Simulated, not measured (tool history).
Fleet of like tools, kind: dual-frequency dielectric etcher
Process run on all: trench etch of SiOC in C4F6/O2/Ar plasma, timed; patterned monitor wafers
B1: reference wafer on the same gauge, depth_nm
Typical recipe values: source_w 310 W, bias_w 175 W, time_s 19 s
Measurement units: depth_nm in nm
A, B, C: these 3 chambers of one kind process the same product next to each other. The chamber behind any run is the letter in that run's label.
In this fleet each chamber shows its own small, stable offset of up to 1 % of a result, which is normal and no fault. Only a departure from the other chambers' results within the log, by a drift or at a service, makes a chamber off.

Run 1C, hour 6.3: usual settings; B1 32.23. Result: depth_nm 35.426 nm.
Run 2B, hour 9.8: usual settings; B1 32.172. Result: depth_nm 35.148 nm.
Run 3A, hour 16.1: usual settings; B1 32.207. Result: depth_nm 35.796 nm.
Run 4C, hour 20.9: usual settings; B1 32.209. Result: depth_nm 35.513 nm.
Run 5B, hour 25.3: usual settings; B1 32.186. Result: depth_nm 35.254 nm.
Run 6A, hour 31.1: usual settings; B1 32.213. Result: depth_nm 35.697 nm.
Run 7B, hour 37.1: usual settings; B1 32.214. Result: depth_nm 35.286 nm.
Run 8C, hour 43.7: usual settings; B1 32.175. Result: depth_nm 35.34 nm.
Run 9A, hour 50.4: usual settings; B1 32.149. Result: depth_nm 35.562 nm.
Run 10C, hour 55.7: usual settings; B1 32.187. Result: depth_nm 35.278 nm.
Run 11B, hour 58.7: usual settings but time_s 21 s; B1 32.21. Result: depth_nm 39.043 nm.
Run 12A, hour 63: usual settings but time_s 21 s; B1 32.194. Result: depth_nm 39.43 nm.
Run 13A, hour 66.1: usual settings but time_s 21 s; B1 32.209. Result: depth_nm 39.658 nm.
Run 14C, hour 70.2: usual settings; B1 32.167. Result: depth_nm 35.482 nm.
Run 15B, hour 73.7: usual settings; B1 32.177. Result: depth_nm 35.234 nm.
Run 16A, hour 76.7: usual settings; B1 32.216. Result: depth_nm 35.815 nm.
Run 17B, hour 82: usual settings; B1 32.234. Result: depth_nm 35.261 nm.
Run 18C, hour 85.1: usual settings; B1 32.219. Result: depth_nm 35.519 nm.
Run 19A, hour 88.2: usual settings; B1 32.221. Result: depth_nm 35.743 nm.
Run 20C, hour 92.8: usual settings; B1 32.238. Result: depth_nm 35.5 nm.
Run 21B, hour 98.3: usual settings; B1 32.218. Result: depth_nm 35.075 nm.
At hour 98.9: chamber A: wet clean of the chamber.
Run 22B, hour 104.2: usual settings; B1 32.157. Result: depth_nm 35.053 nm.
Run 23A, hour 110.3: usual settings; B1 32.214. Result: depth_nm 37.211 nm.
Run 24C, hour 114.6: usual settings; B1 32.177. Result: depth_nm 35.394 nm.
Run 25B, hour 119.4: usual settings but bias_w 149 W, time_s 21.5 s; B1 32.21. Result: depth_nm 37.953 nm.
Run 26C, hour 125.6: usual settings but bias_w 149 W, time_s 21.5 s; B1 32.177. Result: depth_nm 37.86 nm.
Run 27A, hour 128.8: usual settings but bias_w 149 W, time_s 21.5 s; B1 32.201. Result: depth_nm 40.172 nm.
Run 28A, hour 132.4: usual settings; B1 32.213. Result: depth_nm 37.286 nm.
Run 29C, hour 137.5: usual settings; B1 32.195. Result: depth_nm 35.409 nm.
Run 30B, hour 143.7: usual settings; B1 32.159. Result: depth_nm 35.452 nm.
Run 31B, hour 150.1: usual settings; B1 32.21. Result: depth_nm 35.211 nm.
Run 32C, hour 153.6: usual settings; B1 32.183. Result: depth_nm 35.419 nm.
Run 33A, hour 160: usual settings; B1 32.195. Result: depth_nm 37.202 nm.
Run 34C, hour 166.5: usual settings; B1 32.217. Result: depth_nm 35.317 nm.
Run 35A, hour 172.2: usual settings but time_s 23.5 s; B1 32.223. Result: depth_nm 46.235 nm.

Read the log: is a single chamber off, either drifting away or since a service, is the gauge that measures every chamber drifting, or is nothing wrong beyond small per-chamber offsets? Name any odd chamber and what most likely caused it.

After it was serviced, chamber A no longer matches the other chambers.
Likeliest cause: etch rate over this chamber's usual, % = 4.39.

Chamber A could run next with any of the 4 candidate recipes listed below; each alters the usual settings, and their results appear as question marks. Which one brings its results back in line with what the other chambers deliver on the usual settings?
In-line tolerance around the mean of the other chambers on the usual settings: depth_nm 0.52 nm
Run 36A-1, hour 177.1: usual settings but source_w 300 W, bias_w 171 W. Result: depth_nm ?.
Run 36A-2, hour 177.1: usual settings but bias_w 177 W, time_s 20 s. Result: depth_nm ?.
Run 36A-3, hour 177.1: usual settings but bias_w 146 W. Result: depth_nm ?.
Run 36A-4, hour 177.1: usual settings but time_s 19.5 s. Result: depth_nm ?.

The other chambers' mean on the usual settings: depth_nm 35.347 nm
  run  depth_nm
36A-1    36.614
36A-2    39.454
36A-3    35.312
36A-4     38.33
It is 36A-3 that realigns the chamber with its peers.
